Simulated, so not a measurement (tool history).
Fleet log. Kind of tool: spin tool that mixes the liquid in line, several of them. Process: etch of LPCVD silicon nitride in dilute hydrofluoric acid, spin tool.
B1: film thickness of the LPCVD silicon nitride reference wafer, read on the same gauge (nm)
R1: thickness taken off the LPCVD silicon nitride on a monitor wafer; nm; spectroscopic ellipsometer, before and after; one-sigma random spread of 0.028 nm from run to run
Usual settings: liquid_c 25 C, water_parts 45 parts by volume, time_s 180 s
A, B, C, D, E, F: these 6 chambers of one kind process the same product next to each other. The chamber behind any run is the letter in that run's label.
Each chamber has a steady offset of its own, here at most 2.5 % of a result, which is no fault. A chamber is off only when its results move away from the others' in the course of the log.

Run 1F, hour 3.2: usual settings; B1 79.993. Result: R1 1.9601 nm.
Run 2E, hour 5.8: usual settings; B1 80.018. Result: R1 1.9364 nm.
Run 3D, hour 10.8: usual settings; B1 79.993. Result: R1 1.8718 nm.
Run 4B, hour 16.4: usual settings; B1 79.998. Result: R1 1.9249 nm.
Run 5A, hour 21.8: usual settings; B1 79.995. Result: R1 1.8886 nm.
Run 6C, hour 24.8: usual settings; B1 79.997. Result: R1 1.9224 nm.
Run 7D, hour 28.1: usual settings but liquid_c 20.5 C; B1 80.015. Result: R1 1.4108 nm.
Run 8A, hour 32.3: usual settings but liquid_c 20.5 C; B1 79.993. Result: R1 1.4216 nm.
Run 9B, hour 35.3: usual settings but liquid_c 20.5 C; B1 80.01. Result: R1 1.3752 nm.
Run 10E, hour 38.1: usual settings but liquid_c 20.5 C; B1 80.001. Result: R1 1.4354 nm.
Run 11F, hour 40.8: usual settings but liquid_c 20.5 C; B1 80.023. Result: R1 1.4405 nm.
Run 12C, hour 46.1: usual settings but liquid_c 20.5 C; B1 79.977. Result: R1 1.4169 nm.
Run 13F, hour 49.3: usual settings; B1 79.987. Result: R1 1.9362 nm.
At hour 51.9: chamber B: hydrofluoric acid flow meter replaced.
Run 14C, hour 54.4: usual settings but liquid_c 28.5 C, water_parts 40 parts by volume; B1 79.978. Result: R1 2.7067 nm.
Run 15D, hour 59.1: usual settings but liquid_c 28.5 C, water_parts 40 parts by volume; B1 79.986. Result: R1 2.7135 nm.
Run 16A, hour 64.2: usual settings but liquid_c 28.5 C, water_parts 40 parts by volume; B1 79.987. Result: R1 2.6973 nm.
Run 17E, hour 68.4: usual settings but liquid_c 28.5 C, water_parts 40 parts by volume; B1 79.999. Result: R1 2.7991 nm.
Run 18B, hour 71.3: usual settings but liquid_c 28.5 C, water_parts 40 parts by volume; B1 80.009. Result: R1 2.7048 nm.
Run 19C, hour 76.2: usual settings but liquid_c 28.5 C, water_parts 40 parts by volume; B1 79.983. Result: R1 2.736 nm.
Run 20D, hour 78.6: usual settings; B1 80.016. Result: R1 1.9098 nm.
Run 21E, hour 83.4: usual settings; B1 80.016. Result: R1 2.0341 nm.
Run 22B, hour 87.8: usual settings; B1 79.993. Result: R1 1.8677 nm.
Run 23F, hour 91.2: usual settings; B1 80.015. Result: R1 1.9676 nm.
Run 24A, hour 94.4: usual settings; B1 80.023. Result: R1 1.9787 nm.
Run 25E, hour 97.6: usual settings but time_s 80 s; B1 79.999. Result: R1 0.92667 nm.
Run 26A, hour 101: usual settings but time_s 80 s; B1 80.01. Result: R1 0.87726 nm.
Run 27D, hour 104.6: usual settings but time_s 80 s; B1 79.979. Result: R1 0.85344 nm.
Run 28C, hour 108.1: usual settings but time_s 80 s; B1 79.981. Result: R1 0.86238 nm.
Run 29B, hour 111.1: usual settings but time_s 80 s; B1 79.979. Result: R1 0.84798 nm.
Run 30F, hour 114.4: usual settings but time_s 80 s; B1 79.986. Result: R1 0.89218 nm.
Run 31C, hour 117: usual settings; B1 80.011. Result: R1 2.0104 nm.
Run 32E, hour 121.5: usual settings; B1 80.004. Result: R1 2.1353 nm.
Run 33B, hour 125.4: usual settings but water_parts 60 parts by volume, time_s 265 s; B1 80.015. Result: R1 2.0862 nm.
Run 34F, hour 128.2: usual settings but water_parts 60 parts by volume, time_s 265 s; B1 79.996. Result: R1 2.1737 nm.
Run 35D, hour 132.2: usual settings but water_parts 60 parts by volume, time_s 265 s; B1 79.982. Result: R1 2.165 nm.
Run 36A, hour 136.9: usual settings but water_parts 60 parts by volume, time_s 265 s; B1 80.003. Result: R1 2.1492 nm.
Run 37C, hour 140.9: usual settings but water_parts 60 parts by volume, time_s 265 s; B1 80.004. Result: R1 2.1433 nm.
Run 38F, hour 144.8: usual settings but water_parts 60 parts by volume, time_s 265 s; B1 80.002. Result: R1 2.1485 nm.
Run 39E, hour 149: usual settings; B1 80.016. Result: R1 2.1909 nm.
Run 40B, hour 152.9: usual settings; B1 79.997. Result: R1 1.9416 nm.
Run 41A, hour 155.6: usual settings but liquid_c 30 C, water_parts 30 parts by volume; B1 80.011. Result: R1 4.0812 nm.

One chamber off, gauge drift, or nothing amiss beyond the chambers' own small offsets? If it is a chamber, which one, and what is the likeliest cause?

One chamber, E, drifts off from the rest bit by bit.
What lies behind it: liquid hotter than its thermometer reads (K) = 2.46.

Here are 4 candidates for chamber E's next run, each the usual settings with a change, their results left as question marks. Which one brings its results back in line with what the others give on the usual settings?
In line means no further than this from the other chambers' mean on the usual settings: R1 0.097 nm
Run 42E-1, hour 159.6: usual settings but liquid_c 25.5 C, water_parts 40 parts by volume, time_s 205 s. Result: R1 ?.
Run 42E-2, hour 159.6: usual settings but liquid_c 22.5 C. Result: R1 ?.
Run 42E-3, hour 159.6: usual settings but liquid_c 25.5 C, time_s 205 s. Result: R1 ?.
Run 42E-4, hour 159.6: usual settings but time_s 135 s. Result: R1 ?.

What the other chambers average on the usual settings: R1 1.9324 nm
  run      R1
42E-1  2.9999
42E-2  1.9157
42E-3  2.6697
42E-4  1.7012
Change 42E-2 lands the chamber within the allowed miss of the other chambers.
